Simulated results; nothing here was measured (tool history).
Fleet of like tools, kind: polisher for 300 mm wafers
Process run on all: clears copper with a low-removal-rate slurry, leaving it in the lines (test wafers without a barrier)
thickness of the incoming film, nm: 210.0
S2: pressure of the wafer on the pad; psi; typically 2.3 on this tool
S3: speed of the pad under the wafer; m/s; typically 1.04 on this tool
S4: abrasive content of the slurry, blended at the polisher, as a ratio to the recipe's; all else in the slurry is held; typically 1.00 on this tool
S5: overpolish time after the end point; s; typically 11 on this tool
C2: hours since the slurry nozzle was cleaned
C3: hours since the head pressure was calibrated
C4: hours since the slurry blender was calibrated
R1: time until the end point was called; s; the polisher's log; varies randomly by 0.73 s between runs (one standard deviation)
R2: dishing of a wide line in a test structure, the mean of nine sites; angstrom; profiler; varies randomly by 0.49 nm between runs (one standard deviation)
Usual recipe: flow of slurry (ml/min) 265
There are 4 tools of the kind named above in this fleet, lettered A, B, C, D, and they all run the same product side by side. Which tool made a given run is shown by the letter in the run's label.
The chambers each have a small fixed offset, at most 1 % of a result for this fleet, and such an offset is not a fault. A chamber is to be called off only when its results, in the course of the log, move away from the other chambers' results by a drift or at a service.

Run 1D, hour 5.9: usual settings; wafers polished on this pad 398; C2 308.6; C3 268.3; C4 269.5. Result: R1 76.720 s, R2 202.72 angstrom.
Run 2C, hour 11.3: usual settings; wafers polished on this pad 461; C2 471.5; C3 671.2; C4 393.2. Result: R1 76.912 s, R2 209.45 angstrom.
Run 3B, hour 15.1: usual settings; wafers polished on this pad 890; C2 349.4; C3 489.5; C4 43.3. Result: R1 77.110 s, R2 207.31 angstrom.
At hour 17.6: chamber D: worn pad replaced by a new one.
At hour 19.4: chamber A: worn pad replaced by a new one.
Run 4A, hour 19.7: usual settings; wafers polished on this pad 2; C2 606.0; C3 354.4; C4 115.1. Result: R1 78.368 s, R2 204.36 angstrom.
Run 5D, hour 25.5: usual settings; wafers polished on this pad 64; C2 328.2; C3 287.9; C4 289.1. Result: R1 75.884 s, R2 205.69 angstrom.
At hour 26.5: chamber B: worn pad replaced by a new one.
Run 6B, hour 31.7: usual settings; wafers polished on this pad 42; C2 366.0; C3 506.1; C4 59.9. Result: R1 78.242 s, R2 212.61 angstrom.
Run 7A, hour 36.5: usual settings; wafers polished on this pad 138; C2 622.8; C3 371.2; C4 131.9. Result: R1 76.530 s, R2 207.64 angstrom.
At hour 37.2: chamber C: slurry blender recalibrated.
Run 8C, hour 43.2: usual settings; wafers polished on this pad 719; C2 503.4; C3 703.1; C4 6.1. Result: R1 77.924 s, R2 211.30 angstrom.
Run 9A, hour 47.7: usual settings; wafers polished on this pad 229; C2 634.0; C3 382.4; C4 143.1. Result: R1 75.908 s, R2 211.54 angstrom.
At hour 47.8: chamber D: slurry nozzle cleaned.
At hour 49.7: chamber A: slurry blender recalibrated.
At hour 50.4: chamber C: worn pad replaced by a new one.
Run 10B, hour 53.6: usual settings; wafers polished on this pad 219; C2 387.9; C3 528.0; C4 81.8. Result: R1 77.852 s, R2 208.05 angstrom.
Run 11C, hour 58.9: usual settings but flow of slurry (ml/min) 205, S4 0.70; wafers polished on this pad 69; C2 519.1; C3 718.8; C4 21.8. Result: R1 85.303 s, R2 194.54 angstrom.
Run 12D, hour 65.0: usual settings but flow of slurry (ml/min) 205, S4 0.70; wafers polished on this pad 383; C2 17.2; C3 327.4; C4 328.6. Result: R1 83.360 s, R2 192.73 angstrom.
At hour 66.2: chamber A: slurry nozzle cleaned.
At hour 66.7: chamber D: slurry blender recalibrated.
Run 13B, hour 71.8: usual settings but flow of slurry (ml/min) 205, S4 0.70; wafers polished on this pad 366; C2 406.1; C3 546.2; C4 100.0. Result: R1 85.401 s, R2 182.37 angstrom.
At hour 74.0: chamber D: worn pad replaced by a new one.
Run 14A, hour 77.8: usual settings but flow of slurry (ml/min) 205, S4 0.70; wafers polished on this pad 472; C2 11.7; C3 412.5; C4 28.2. Result: R1 84.707 s, R2 191.97 angstrom.
Run 15C, hour 82.6: usual settings but flow of slurry (ml/min) 300, S4 1.20; wafers polished on this pad 260; C2 542.8; C3 742.5; C4 45.5. Result: R1 72.014 s, R2 217.36 angstrom.
Run 16D, hour 87.9: usual settings but flow of slurry (ml/min) 300, S4 1.20; wafers polished on this pad 112; C2 40.1; C3 350.3; C4 21.3. Result: R1 72.702 s, R2 226.46 angstrom.
Run 17C, hour 91.9: usual settings but flow of slurry (ml/min) 300, S4 1.20; wafers polished on this pad 335; C2 552.1; C3 751.8; C4 54.8. Result: R1 72.498 s, R2 216.00 angstrom.
Run 18A, hour 96.9: usual settings but flow of slurry (ml/min) 300, S4 1.20; wafers polished on this pad 626; C2 30.8; C3 431.6; C4 47.3. Result: R1 73.354 s, R2 211.71 angstrom.
At hour 97.8: chamber C: slurry nozzle cleaned.
Run 19B, hour 101.7: usual settings; wafers polished on this pad 607; C2 436.0; C3 576.1; C4 129.9. Result: R1 76.859 s, R2 200.87 angstrom.
Run 20D, hour 107.6: usual settings; wafers polished on this pad 271; C2 59.8; C3 370.0; C4 41.0. Result: R1 77.577 s, R2 208.78 angstrom.
Run 21B, hour 111.4: usual settings; wafers polished on this pad 685; C2 445.7; C3 585.8; C4 139.6. Result: R1 76.284 s, R2 209.29 angstrom.
At hour 116.0: chamber A: worn pad replaced by a new one.
Run 22D, hour 117.8: usual settings; wafers polished on this pad 354; C2 70.0; C3 380.2; C4 51.2. Result: R1 77.527 s, R2 203.14 angstrom.
At hour 122.4: chamber B: worn pad replaced by a new one.
Run 23A, hour 122.8: usual settings; wafers polished on this pad 55; C2 56.7; C3 457.5; C4 73.2. Result: R1 76.996 s, R2 198.76 angstrom.
Run 24C, hour 126.5: usual settings; wafers polished on this pad 615; C2 28.7; C3 786.4; C4 89.4. Result: R1 77.493 s, R2 209.74 angstrom.
At hour 129.0: chamber B: slurry blender recalibrated.
Run 25D, hour 131.2: usual settings; wafers polished on this pad 462; C2 83.4; C3 393.6; C4 64.6. Result: R1 77.434 s, R2 214.38 angstrom.
Run 26A, hour 135.6: usual settings; wafers polished on this pad 158; C2 69.5; C3 470.3; C4 86.0. Result: R1 77.851 s, R2 210.33 angstrom.
At hour 139.5: chamber D: worn pad replaced by a new one.
Run 27B, hour 140.3: usual settings but flow of slurry (ml/min) 330, S2 2.9 psi; wafers polished on this pad 144; C2 474.6; C3 614.7; C4 11.3. Result: R1 60.169 s, R2 262.58 angstrom.
Run 28C, hour 145.1: usual settings but flow of slurry (ml/min) 330, S2 2.9 psi; wafers polished on this pad 765; C2 47.3; C3 805.0; C4 108.0. Result: R1 59.855 s, R2 261.09 angstrom.
Run 29D, hour 148.7: usual settings but flow of slurry (ml/min) 330, S2 2.9 psi; wafers polished on this pad 74; C2 100.9; C3 411.1; C4 82.1. Result: R1 60.940 s, R2 261.62 angstrom.
At hour 149.3: chamber C: worn pad replaced by a new one.
Run 30B, hour 154.0: usual settings but flow of slurry (ml/min) 330, S2 2.9 psi; wafers polished on this pad 255; C2 488.3; C3 628.4; C4 25.0. Result: R1 60.036 s, R2 248.30 angstrom.
At hour 157.3: chamber B: slurry nozzle cleaned.
Run 31C, hour 159.5: usual settings; wafers polished on this pad 83; C2 61.7; C3 819.4; C4 122.4. Result: R1 77.708 s, R2 216.98 angstrom.
Run 32A, hour 166.4: usual settings; wafers polished on this pad 407; C2 100.3; C3 501.1; C4 116.8. Result: R1 78.497 s, R2 207.62 angstrom.
Run 33D, hour 170.4: usual settings but S4 1.15, S5 17 s; wafers polished on this pad 249; C2 122.6; C3 432.8; C4 103.8. Result: R1 74.282 s, R2 283.55 angstrom.
Run 34B, hour 174.5: usual settings but S4 1.15, S5 17 s; wafers polished on this pad 420; C2 17.3; C3 648.9; C4 45.5. Result: R1 74.096 s, R2 290.71 angstrom.
Run 35C, hour 178.7: usual settings but S4 1.15, S5 17 s; wafers polished on this pad 238; C2 80.9; C3 838.6; C4 141.6. Result: R1 74.280 s, R2 297.23 angstrom.
Run 36A, hour 184.3: usual settings but S4 1.15, S5 17 s; wafers polished on this pad 552; C2 118.2; C3 519.0; C4 134.7. Result: R1 75.358 s, R2 298.84 angstrom.

What goes on in this fleet: one chamber off, a drifting gauge, or nothing beyond the chambers' own small offsets? Name the chamber and the cause, if any.

No chamber is off and the gauge is stable; the differences are just each chamber's small, constant offset.
